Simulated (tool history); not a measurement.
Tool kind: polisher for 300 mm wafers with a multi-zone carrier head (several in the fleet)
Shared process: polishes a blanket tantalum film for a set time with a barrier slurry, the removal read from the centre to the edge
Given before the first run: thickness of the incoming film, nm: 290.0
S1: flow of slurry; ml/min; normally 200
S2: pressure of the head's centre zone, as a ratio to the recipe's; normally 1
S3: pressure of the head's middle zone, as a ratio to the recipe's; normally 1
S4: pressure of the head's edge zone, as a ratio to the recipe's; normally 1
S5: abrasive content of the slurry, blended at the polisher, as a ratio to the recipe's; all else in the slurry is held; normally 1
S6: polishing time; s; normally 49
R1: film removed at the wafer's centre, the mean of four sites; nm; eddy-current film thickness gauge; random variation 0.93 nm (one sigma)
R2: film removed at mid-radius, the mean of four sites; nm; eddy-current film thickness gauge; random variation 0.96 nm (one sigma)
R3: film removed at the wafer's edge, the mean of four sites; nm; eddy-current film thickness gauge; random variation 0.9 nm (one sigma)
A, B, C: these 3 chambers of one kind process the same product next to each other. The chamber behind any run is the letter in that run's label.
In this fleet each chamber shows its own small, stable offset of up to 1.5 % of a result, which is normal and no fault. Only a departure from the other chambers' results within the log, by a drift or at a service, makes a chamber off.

At hour 1.2: chamber B: worn pad replaced by a new one.
Run 1A, hour 4.2: usual settings. Result: R1 71.195 nm, R2 70.947 nm, R3 70.333 nm.
Run 2C, hour 8.3: usual settings. Result: R1 72.151 nm, R2 71.564 nm, R3 69.99 nm.
Run 3B, hour 13.1: usual settings. Result: R1 70.993 nm, R2 73.821 nm, R3 71.693 nm.
Run 4A, hour 18: usual settings. Result: R1 71.007 nm, R2 71.912 nm, R3 71.258 nm.
Run 5C, hour 20.7: usual settings. Result: R1 71.894 nm, R2 71.096 nm, R3 68.755 nm.
Run 6B, hour 26.2: usual settings. Result: R1 72.641 nm, R2 71.021 nm, R3 72.149 nm.
Run 7C, hour 29.9: usual settings. Result: R1 71.939 nm, R2 70.677 nm, R3 69.396 nm.
Run 8A, hour 34.3: usual settings. Result: R1 69.717 nm, R2 70.496 nm, R3 69.72 nm.
At hour 36.7: chamber A: edge zone pressure recalibrated.
Run 9B, hour 38.8: usual settings. Result: R1 71.046 nm, R2 71.415 nm, R3 70.425 nm.
At hour 39: chamber C: worn pad replaced by a new one.
Run 10B, hour 41.3: usual settings. Result: R1 71.694 nm, R2 71.69 nm, R3 72.581 nm.
At hour 42: chamber A: worn pad replaced by a new one.
Run 11A, hour 45.2: usual settings. Result: R1 72.079 nm, R2 70.598 nm, R3 72.727 nm.
Run 12C, hour 49.7: usual settings but S3 1.09, S4 0.89. Result: R1 69.804 nm, R2 78.365 nm, R3 65.16 nm.
Run 13B, hour 53.9: usual settings but S3 1.09, S4 0.89. Result: R1 70.373 nm, R2 77.211 nm, R3 67.861 nm.
Run 14C, hour 56.5: usual settings but S3 1.09, S4 0.89. Result: R1 71.427 nm, R2 77.376 nm, R3 65.695 nm.
Run 15A, hour 59.2: usual settings. Result: R1 69.528 nm, R2 70.161 nm, R3 69.709 nm.
Run 16C, hour 63.3: usual settings but S4 0.89, S5 1.2. Result: R1 74.466 nm, R2 74.733 nm, R3 68.905 nm.
Run 17B, hour 67.9: usual settings but S4 0.89, S5 1.2. Result: R1 74.071 nm, R2 74.172 nm, R3 69.07 nm.
Run 18A, hour 71: usual settings but S4 0.89, S5 1.2. Result: R1 76.475 nm, R2 74.399 nm, R3 70.21 nm.
Run 19C, hour 74.9: usual settings. Result: R1 70.053 nm, R2 73.623 nm, R3 72.173 nm.
Run 20A, hour 78.8: usual settings. Result: R1 72.226 nm, R2 70.436 nm, R3 71.915 nm.
Run 21B, hour 82: usual settings. Result: R1 70.304 nm, R2 72.188 nm, R3 70.105 nm.
Run 22C, hour 86.9: usual settings. Result: R1 70.322 nm, R2 71.684 nm, R3 70.005 nm.
Run 23A, hour 89.7: usual settings. Result: R1 74.688 nm, R2 72.656 nm, R3 71.941 nm.
At hour 93.7: chamber B: edge zone pressure recalibrated.
Run 24B, hour 94.6: usual settings. Result: R1 69.749 nm, R2 71.979 nm, R3 70.262 nm.
At hour 96.3: chamber B: worn pad replaced by a new one.
Run 25A, hour 98: usual settings. Result: R1 73.87 nm, R2 70.241 nm, R3 72.149 nm.
Run 26C, hour 102: usual settings but S3 1.06, S4 0.92. Result: R1 71.133 nm, R2 76.248 nm, R3 67.17 nm.
Run 27B, hour 105.8: usual settings but S3 1.06, S4 0.92. Result: R1 71.314 nm, R2 76.652 nm, R3 69.943 nm.
At hour 108.9: chamber C: slurry nozzle cleaned.
Run 28A, hour 109.3: usual settings but S3 1.06, S4 0.92. Result: R1 77.978 nm, R2 77.048 nm, R3 69.274 nm.
Run 29B, hour 113.4: usual settings. Result: R1 69.001 nm, R2 72.161 nm, R3 71.949 nm.
At hour 113.6: chamber C: edge zone pressure recalibrated.
Run 30C, hour 118.8: usual settings. Result: R1 71.881 nm, R2 70.365 nm, R3 70.081 nm.
Run 31A, hour 123.9: usual settings. Result: R1 79.164 nm, R2 72.761 nm, R3 71.174 nm.
Run 32B, hour 128.2: usual settings. Result: R1 70.182 nm, R2 72.594 nm, R3 71.998 nm.
Run 33C, hour 132.8: usual settings. Result: R1 70.506 nm, R2 72.452 nm, R3 70.664 nm.

Next, all 3 chambers run the settings below, one line each with question marks for the results. What does each chamber give?
Run 34A, hour 136.7: usual settings but S1 140 ml/min. Result: R1 ?, R2 ?, R3 ?.
Run 34B, hour 136.7: usual settings but S1 140 ml/min. Result: R1 ?, R2 ?, R3 ?.
Run 34C, hour 136.7: usual settings but S1 140 ml/min. Result: R1 ?, R2 ?, R3 ?.

run      R1      R2      R3
34A  73.993  67.982  66.903
34B  66.533  67.787  67.994
34C  66.222  66.087  68.407

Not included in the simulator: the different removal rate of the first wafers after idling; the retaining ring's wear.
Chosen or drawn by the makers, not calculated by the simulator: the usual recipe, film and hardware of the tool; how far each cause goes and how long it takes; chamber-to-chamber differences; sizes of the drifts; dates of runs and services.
